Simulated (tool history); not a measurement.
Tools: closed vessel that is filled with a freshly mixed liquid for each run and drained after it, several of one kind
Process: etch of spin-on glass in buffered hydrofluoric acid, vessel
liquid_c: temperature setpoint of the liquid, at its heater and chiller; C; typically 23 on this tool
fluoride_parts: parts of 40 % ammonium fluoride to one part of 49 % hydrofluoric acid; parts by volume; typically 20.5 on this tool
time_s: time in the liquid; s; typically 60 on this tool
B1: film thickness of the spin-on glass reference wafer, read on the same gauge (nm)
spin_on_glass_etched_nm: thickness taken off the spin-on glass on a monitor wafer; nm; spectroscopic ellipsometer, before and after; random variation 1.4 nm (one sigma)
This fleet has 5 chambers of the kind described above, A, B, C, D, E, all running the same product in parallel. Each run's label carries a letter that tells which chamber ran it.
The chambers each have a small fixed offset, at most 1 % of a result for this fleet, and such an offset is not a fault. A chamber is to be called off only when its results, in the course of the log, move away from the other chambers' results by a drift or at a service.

{"run": "1E", "hour": 7.4, "liquid_c": 23, "fluoride_parts": 20.5, "time_s": 60, "B1": 120.03, "spin_on_glass_etched_nm": 166.26}
{"run": "2A", "hour": 12.0, "liquid_c": 23, "fluoride_parts": 20.5, "time_s": 60, "B1": 119.99, "spin_on_glass_etched_nm": 168.53}
{"run": "3B", "hour": 16.0, "liquid_c": 23, "fluoride_parts": 20.5, "time_s": 60, "B1": 120.01, "spin_on_glass_etched_nm": 168.33}
{"run": "4D", "hour": 23.5, "liquid_c": 23, "fluoride_parts": 20.5, "time_s": 60, "B1": 120.03, "spin_on_glass_etched_nm": 168.79}
{"run": "5C", "hour": 30.0, "liquid_c": 23, "fluoride_parts": 20.5, "time_s": 60, "B1": 119.99, "spin_on_glass_etched_nm": 166.79}
{"run": "6E", "hour": 37.0, "liquid_c": 23, "fluoride_parts": 20.5, "time_s": 60, "B1": 119.99, "spin_on_glass_etched_nm": 170.37}
{"run": "7B", "hour": 44.2, "liquid_c": 23, "fluoride_parts": 20.5, "time_s": 60, "B1": 120.01, "spin_on_glass_etched_nm": 165.4}
{"run": "8D", "hour": 49.1, "liquid_c": 23, "fluoride_parts": 20.5, "time_s": 60, "B1": 120.01, "spin_on_glass_etched_nm": 168.03}
{"run": "9A", "hour": 54.2, "liquid_c": 23, "fluoride_parts": 20.5, "time_s": 60, "B1": 119.97, "spin_on_glass_etched_nm": 168.83}
{"run": "10C", "hour": 61.0, "liquid_c": 23, "fluoride_parts": 20.5, "time_s": 60, "B1": 120, "spin_on_glass_etched_nm": 170.84}
{"run": "11B", "hour": 68.2, "liquid_c": 21.5, "fluoride_parts": 20.5, "time_s": 30, "B1": 119.95, "spin_on_glass_etched_nm": 77.05}
{"run": "12A", "hour": 74.3, "liquid_c": 21.5, "fluoride_parts": 20.5, "time_s": 30, "B1": 120, "spin_on_glass_etched_nm": 76.649}
{"run": "13D", "hour": 77.8, "liquid_c": 21.5, "fluoride_parts": 20.5, "time_s": 30, "B1": 119.97, "spin_on_glass_etched_nm": 78.073}
{"run": "14E", "hour": 85.1, "liquid_c": 21.5, "fluoride_parts": 20.5, "time_s": 30, "B1": 120.03, "spin_on_glass_etched_nm": 76.815}
{"run": "15C", "hour": 90.4, "liquid_c": 21.5, "fluoride_parts": 20.5, "time_s": 30, "B1": 119.99, "spin_on_glass_etched_nm": 77.807}
{"run": "16C", "hour": 95.3, "liquid_c": 23, "fluoride_parts": 20.5, "time_s": 60, "B1": 119.96, "spin_on_glass_etched_nm": 165.13}
{"run": "17A", "hour": 100.2, "liquid_c": 23, "fluoride_parts": 20.5, "time_s": 60, "B1": 119.99, "spin_on_glass_etched_nm": 167.61}
{"run": "18E", "hour": 104.1, "liquid_c": 23, "fluoride_parts": 20.5, "time_s": 60, "B1": 120, "spin_on_glass_etched_nm": 167.25}
{"run": "19B", "hour": 110.5, "liquid_c": 23, "fluoride_parts": 13.5, "time_s": 30, "B1": 119.99, "spin_on_glass_etched_nm": 124.68}
{"run": "20D", "hour": 118.0, "liquid_c": 23, "fluoride_parts": 13.5, "time_s": 30, "B1": 120.04, "spin_on_glass_etched_nm": 129.17}
{"run": "21A", "hour": 122.5, "liquid_c": 23, "fluoride_parts": 13.5, "time_s": 30, "B1": 120.04, "spin_on_glass_etched_nm": 125.62}
{"run": "22D", "hour": 126.6, "liquid_c": 23, "fluoride_parts": 13.5, "time_s": 30, "B1": 120.02, "spin_on_glass_etched_nm": 130.18}
{"run": "23B", "hour": 132.4, "liquid_c": 23, "fluoride_parts": 13.5, "time_s": 30, "B1": 119.97, "spin_on_glass_etched_nm": 124.62}
{"hour": 136.6, "done": "chamber B: hydrofluoric acid flow meter replaced"}
{"run": "24E", "hour": 137.1, "liquid_c": 23, "fluoride_parts": 20.5, "time_s": 90, "B1": 120.01, "spin_on_glass_etched_nm": 248.49}
{"run": "25C", "hour": 141.9, "liquid_c": 23, "fluoride_parts": 20.5, "time_s": 90, "B1": 120.05, "spin_on_glass_etched_nm": 248.83}
{"run": "26E", "hour": 148.5, "liquid_c": 23, "fluoride_parts": 20.5, "time_s": 90, "B1": 120.03, "spin_on_glass_etched_nm": 249.27}
{"run": "27B", "hour": 155.3, "liquid_c": 23, "fluoride_parts": 20.5, "time_s": 90, "B1": 120.01, "spin_on_glass_etched_nm": 254.49}
{"run": "28C", "hour": 160.1, "liquid_c": 23, "fluoride_parts": 20.5, "time_s": 90, "B1": 119.97, "spin_on_glass_etched_nm": 250.5}
{"run": "29A", "hour": 164.9, "liquid_c": 23, "fluoride_parts": 27.5, "time_s": 80, "B1": 120.01, "spin_on_glass_etched_nm": 182.65}
{"run": "30D", "hour": 169.6, "liquid_c": 23, "fluoride_parts": 27.5, "time_s": 80, "B1": 119.99, "spin_on_glass_etched_nm": 189.76}
{"run": "31E", "hour": 174.2, "liquid_c": 23, "fluoride_parts": 27.5, "time_s": 80, "B1": 119.99, "spin_on_glass_etched_nm": 186.01}
{"run": "32D", "hour": 180.8, "liquid_c": 23, "fluoride_parts": 27.5, "time_s": 80, "B1": 120.01, "spin_on_glass_etched_nm": 191.61}
{"run": "33B", "hour": 185.7, "liquid_c": 23, "fluoride_parts": 27.5, "time_s": 80, "B1": 120, "spin_on_glass_etched_nm": 184.6}
{"run": "34C", "hour": 191.2, "liquid_c": 23, "fluoride_parts": 20.5, "time_s": 60, "B1": 119.99, "spin_on_glass_etched_nm": 166.72}
{"run": "35A", "hour": 196.0, "liquid_c": 23, "fluoride_parts": 20.5, "time_s": 60, "B1": 120, "spin_on_glass_etched_nm": 169.85}
{"run": "36D", "hour": 202.5, "liquid_c": 23, "fluoride_parts": 20.5, "time_s": 60, "B1": 120.04, "spin_on_glass_etched_nm": 177.84}
{"run": "37C", "hour": 208.8, "liquid_c": 23, "fluoride_parts": 20.5, "time_s": 60, "B1": 120.05, "spin_on_glass_etched_nm": 166.54}

The same settings go to every chamber for the next run, one line per chamber below. Forecast the results for each:
{"run": "38A", "hour": 214.2, "liquid_c": 23, "fluoride_parts": 20.5, "time_s": 60, "spin_on_glass_etched_nm": "?"}
{"run": "38B", "hour": 214.2, "liquid_c": 23, "fluoride_parts": 20.5, "time_s": 60, "spin_on_glass_etched_nm": "?"}
{"run": "38C", "hour": 214.2, "liquid_c": 23, "fluoride_parts": 20.5, "time_s": 60, "spin_on_glass_etched_nm": "?"}
{"run": "38D", "hour": 214.2, "liquid_c": 23, "fluoride_parts": 20.5, "time_s": 60, "spin_on_glass_etched_nm": "?"}
{"run": "38E", "hour": 214.2, "liquid_c": 23, "fluoride_parts": 20.5, "time_s": 60, "spin_on_glass_etched_nm": "?"}

run=38A spin_on_glass_etched_nm=168.99
run=38B spin_on_glass_etched_nm=167.74
run=38C spin_on_glass_etched_nm=165.29
run=38D spin_on_glass_etched_nm=180.79
run=38E spin_on_glass_etched_nm=166.35

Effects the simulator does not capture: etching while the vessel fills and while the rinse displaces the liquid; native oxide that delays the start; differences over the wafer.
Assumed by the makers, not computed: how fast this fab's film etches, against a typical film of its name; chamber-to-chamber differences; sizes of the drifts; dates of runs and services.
